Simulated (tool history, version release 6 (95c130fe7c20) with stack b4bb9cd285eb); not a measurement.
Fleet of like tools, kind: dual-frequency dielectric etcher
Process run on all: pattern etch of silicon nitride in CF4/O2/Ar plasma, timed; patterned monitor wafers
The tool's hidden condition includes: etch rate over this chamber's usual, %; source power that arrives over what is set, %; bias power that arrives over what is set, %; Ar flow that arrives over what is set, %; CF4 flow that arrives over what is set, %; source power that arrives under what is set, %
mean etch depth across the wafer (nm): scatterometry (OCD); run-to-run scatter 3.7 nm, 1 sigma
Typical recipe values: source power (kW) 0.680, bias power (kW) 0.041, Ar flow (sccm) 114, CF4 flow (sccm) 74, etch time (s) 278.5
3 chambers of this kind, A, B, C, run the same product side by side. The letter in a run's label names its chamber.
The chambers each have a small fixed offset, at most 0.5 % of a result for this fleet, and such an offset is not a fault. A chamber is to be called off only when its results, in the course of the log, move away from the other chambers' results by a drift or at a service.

run	hour	source power (kW)	bias power (kW)	Ar flow (sccm)	CF4 flow (sccm)	etch time (s)	hours since the last wet clean	hours since the last source power generator calibration	hours since the last bias power generator calibration	hours since the last Ar flow controller change	hours since the last CF4 flow controller change	read-back reference wafer on the same gauge, depth_nm	mean etch depth across the wafer (nm)
1C	11.3	0.680	0.041	114	74	278.5	312.3	2303.9	4975.3	1506.1	2305.0	644.45	608.53
2B	16.6	0.680	0.041	114	74	278.5	181.3	1172.9	1170.0	3537.3	4393.2	645.18	606.25
3A	23.6	0.680	0.041	114	74	278.5	48.4	3077.6	755.8	2728.7	2002.6	646.08	606.47
4C	29.7	0.680	0.041	114	74	278.5	330.7	2322.3	4993.7	1524.5	2323.4	645.41	602.94
5B	36.5	0.680	0.041	114	74	278.5	201.2	1192.8	1189.9	3557.2	4413.1	645.59	601.96
6A	41.7	0.680	0.041	114	74	278.5	66.5	3095.7	773.9	2746.8	2020.7	645.72	607.21
7C	48.4	0.680	0.041	114	74	278.5	349.4	2341.0	5012.4	1543.2	2342.1	646.27	608.51
8A	54.8	0.680	0.041	130	67	278.5	79.6	3108.8	787.0	2759.9	2033.8	644.97	582.87
9B	64.6	0.680	0.041	130	67	278.5	229.3	1220.9	1218.0	3585.3	4441.2	644.13	586.17
10C	70.8	0.680	0.041	130	67	278.5	371.8	2363.4	5034.8	1565.6	2364.5	644.24	587.33
11B	79.9	0.680	0.041	114	74	278.5	244.6	1236.2	1233.3	3600.6	4456.5	644.95	600.28
12A	87.4	0.680	0.041	114	74	278.5	112.2	3141.4	819.6	2792.5	2066.4	645.24	603.52
13C	95.9	0.680	0.041	114	74	278.5	396.9	2388.5	5059.9	1590.7	2389.6	644.82	607.75
14A	106.6	0.680	0.034	141	74	278.5	131.4	3160.6	838.8	2811.7	2085.6	644.38	541.93
15B	114.7	0.680	0.034	141	74	278.5	279.4	1271.0	1268.1	3635.4	4491.3	645.05	538.90
16C	121.3	0.680	0.034	141	74	278.5	422.3	2413.9	5085.3	1616.1	2415.0	643.98	545.02
17A	132.3	0.680	0.041	114	74	278.5	157.1	3186.3	864.5	2837.4	2111.3	646.33	605.91
18B	143.4	0.680	0.041	114	74	278.5	308.1	1299.7	1296.8	3664.1	4520.0	645.84	608.60
19A	154.6	0.680	0.041	114	74	278.5	179.4	3208.6	886.8	2859.7	2133.6	645.03	604.52
20B	161.0	0.680	0.041	100	74	278.5	325.7	1317.3	1314.4	3681.7	4537.6	645.42	619.00
21C	170.0	0.680	0.041	100	74	278.5	471.0	2462.6	5134.0	1664.8	2463.7	645.54	615.04
# hour 171.6: chamber B: Ar flow controller replaced
22C	178.1	0.680	0.041	100	74	278.5	479.1	2470.7	5142.1	1672.9	2471.8	644.38	616.28
23A	187.1	0.680	0.041	114	74	278.5	211.9	3241.1	919.3	2892.2	2166.1	644.95	605.47
24B	195.7	0.680	0.041	114	59	342.5	360.4	1352.0	1349.1	24.2	4572.3	644.85	711.22
# hour 199.3: chamber C: wet clean of the chamber
25B	203.7	0.680	0.041	114	59	342.5	368.4	1360.0	1357.1	32.2	4580.3	643.48	708.41
# hour 209.3: chamber B: source power generator calibrated
26C	213.9	0.680	0.041	114	59	342.5	14.7	2506.5	5177.9	1708.7	2507.6	644.74	721.36
27A	224.2	0.680	0.041	114	74	278.5	249.0	3278.2	956.4	2929.3	2203.2	644.81	605.51
# hour 226.3: chamber C: bias power generator calibrated
28B	235.1	0.680	0.041	114	74	278.5	399.8	25.9	1388.5	63.6	4611.7	644.25	610.57
29C	240.1	0.580	0.041	114	74	278.5	40.9	2532.7	13.8	1734.9	2533.8	645.82	531.05
30A	248.4	0.580	0.041	114	74	278.5	273.2	3302.4	980.6	2953.5	2227.4	643.86	530.25
31B	258.8	0.580	0.041	114	74	278.5	423.5	49.6	1412.2	87.3	4635.4	643.60	524.03
32A	263.9	0.680	0.041	114	74	278.5	288.7	3317.9	996.1	2969.0	2242.9	644.75	605.56
33C	274.2	0.680	0.041	114	74	278.5	75.0	2566.8	47.9	1769.0	2567.9	644.54	603.23
34B	280.8	0.680	0.041	114	74	278.5	445.5	71.6	1434.2	109.3	4657.4	644.18	605.19
35C	286.9	0.680	0.041	114	74	278.5	87.7	2579.5	60.6	1781.7	2580.6	645.19	602.19
36A	293.2	0.680	0.041	114	74	278.5	318.0	3347.2	1025.4	2998.3	2272.2	645.36	597.07
37A	302.3	0.610	0.041	114	74	278.5	327.1	3356.3	1034.5	3007.4	2281.3	645.70	548.18
38C	307.7	0.610	0.041	114	74	278.5	108.5	2600.3	81.4	1802.5	2601.4	645.58	552.00
39B	315.5	0.610	0.041	114	74	278.5	480.2	106.3	1468.9	144.0	4692.1	644.51	553.09
40A	321.4	0.680	0.041	114	74	278.5	346.2	3375.4	1053.6	3026.5	2300.4	645.42	608.23
41B	329.6	0.680	0.041	114	74	278.5	494.3	120.4	1483.0	158.1	4706.2	645.78	599.94
42C	337.2	0.680	0.041	114	74	278.5	138.0	2629.8	110.9	1832.0	2630.9	645.33	604.46

All chambers now run identical settings, listed one chamber a line with results as question marks. What results will each chamber show?
43A	345.3	0.680	0.041	114	74	278.5							?
43B	345.3	0.680	0.041	114	74	278.5							?
43C	345.3	0.680	0.041	114	74	278.5							?

run	mean etch depth across the wafer (nm)
43A	606.88
43B	607.34
43C	603.56

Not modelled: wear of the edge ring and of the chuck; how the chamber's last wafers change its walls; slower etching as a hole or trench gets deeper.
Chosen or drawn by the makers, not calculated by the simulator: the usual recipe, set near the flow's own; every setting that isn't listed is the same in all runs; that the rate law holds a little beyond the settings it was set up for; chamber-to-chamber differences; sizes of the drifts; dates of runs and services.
